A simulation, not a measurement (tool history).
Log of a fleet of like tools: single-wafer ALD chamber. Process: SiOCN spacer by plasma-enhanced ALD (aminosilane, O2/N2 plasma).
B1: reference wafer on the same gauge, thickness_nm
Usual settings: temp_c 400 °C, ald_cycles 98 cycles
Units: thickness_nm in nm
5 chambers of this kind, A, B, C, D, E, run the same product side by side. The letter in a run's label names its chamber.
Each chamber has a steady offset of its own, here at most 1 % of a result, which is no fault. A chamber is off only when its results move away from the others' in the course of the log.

Run 1E, hour 5.3: usual settings; B1 6.3695. Result: thickness_nm 5.9338 nm.
Run 2D, hour 15.0: usual settings; B1 6.3751. Result: thickness_nm 5.8847 nm.
Run 3A, hour 24.4: usual settings; B1 6.3729. Result: thickness_nm 5.8702 nm.
Run 4C, hour 28.9: usual settings; B1 6.3768. Result: thickness_nm 5.8811 nm.
Run 5B, hour 37.1: usual settings but ald_cycles 112 cycles; B1 6.3777. Result: thickness_nm 6.7851 nm.
Run 6A, hour 45.6: usual settings but ald_cycles 112 cycles; B1 6.3754. Result: thickness_nm 6.7100 nm.
Run 7D, hour 50.0: usual settings but ald_cycles 112 cycles; B1 6.3760. Result: thickness_nm 6.7457 nm.
Run 8E, hour 57.3: usual settings but ald_cycles 112 cycles; B1 6.3787. Result: thickness_nm 6.8015 nm.
Run 9C, hour 64.7: usual settings but ald_cycles 112 cycles; B1 6.3775. Result: thickness_nm 6.7312 nm.
Run 10B, hour 74.5: usual settings; B1 6.3786. Result: thickness_nm 5.9436 nm.
Run 11D, hour 84.4: usual settings; B1 6.3813. Result: thickness_nm 5.8939 nm.
Run 12B, hour 93.5: usual settings; B1 6.3834. Result: thickness_nm 5.9529 nm.
Run 13C, hour 99.9: usual settings; B1 6.3802. Result: thickness_nm 5.8883 nm.
Run 14E, hour 104.9: usual settings; B1 6.3859. Result: thickness_nm 5.9531 nm.
Run 15A, hour 109.8: usual settings but temp_c 389 °C, ald_cycles 111 cycles; B1 6.3848. Result: thickness_nm 6.6530 nm.
Run 16B, hour 118.2: usual settings but temp_c 389 °C, ald_cycles 111 cycles; B1 6.3836. Result: thickness_nm 6.7413 nm.
Run 17E, hour 127.0: usual settings but temp_c 389 °C, ald_cycles 111 cycles; B1 6.3887. Result: thickness_nm 6.7276 nm.
Run 18D, hour 136.7: usual settings but temp_c 389 °C, ald_cycles 111 cycles; B1 6.3893. Result: thickness_nm 6.6921 nm.
Run 19A, hour 141.8: usual settings but temp_c 389 °C, ald_cycles 111 cycles; B1 6.3886. Result: thickness_nm 6.6815 nm.
Run 20C, hour 150.1: usual settings; B1 6.3911. Result: thickness_nm 5.9272 nm.
Run 21A, hour 157.1: usual settings; B1 6.3920. Result: thickness_nm 5.8898 nm.
Run 22D, hour 166.5: usual settings; B1 6.3940. Result: thickness_nm 5.8885 nm.
Run 23E, hour 172.3: usual settings but temp_c 388 °C, ald_cycles 80 cycles; B1 6.3940. Result: thickness_nm 4.8722 nm.
Run 24B, hour 177.2: usual settings but temp_c 388 °C, ald_cycles 80 cycles; B1 6.3947. Result: thickness_nm 4.8634 nm.
Run 25C, hour 184.0: usual settings but temp_c 388 °C, ald_cycles 80 cycles; B1 6.3937. Result: thickness_nm 4.8359 nm.
Run 26D, hour 193.4: usual settings but temp_c 388 °C, ald_cycles 80 cycles; B1 6.3984. Result: thickness_nm 4.8424 nm.
Run 27C, hour 201.1: usual settings but temp_c 388 °C, ald_cycles 80 cycles; B1 6.3967. Result: thickness_nm 4.8230 nm.
Run 28B, hour 211.0: usual settings but temp_c 393 °C, ald_cycles 87 cycles; B1 6.3994. Result: thickness_nm 5.2879 nm.
Run 29E, hour 219.0: usual settings but temp_c 393 °C, ald_cycles 87 cycles; B1 6.3992. Result: thickness_nm 5.3094 nm.
Run 30A, hour 227.2: usual settings but temp_c 393 °C, ald_cycles 87 cycles; B1 6.4013. Result: thickness_nm 5.2319 nm.
Run 31A, hour 234.2: usual settings but temp_c 393 °C, ald_cycles 87 cycles; B1 6.4023. Result: thickness_nm 5.2490 nm.
Run 32E, hour 241.1: usual settings but temp_c 393 °C, ald_cycles 87 cycles; B1 6.4038. Result: thickness_nm 5.2915 nm.
Run 33B, hour 246.7: usual settings; B1 6.4056. Result: thickness_nm 5.9757 nm.
Run 34C, hour 251.5: usual settings; B1 6.4075. Result: thickness_nm 5.9259 nm.
Run 35D, hour 256.5: usual settings; B1 6.4041. Result: thickness_nm 5.9325 nm.
Run 36D, hour 264.8: usual settings; B1 6.4071. Result: thickness_nm 5.9278 nm.

What goes on in this fleet: one chamber off, a drifting gauge, or nothing beyond the chambers' own small offsets? Name the chamber and the cause, if any.

The gauge drifts, so all chambers seem to drift together. No chamber is off.
Cause: gauge reads high (%) = 0.586.

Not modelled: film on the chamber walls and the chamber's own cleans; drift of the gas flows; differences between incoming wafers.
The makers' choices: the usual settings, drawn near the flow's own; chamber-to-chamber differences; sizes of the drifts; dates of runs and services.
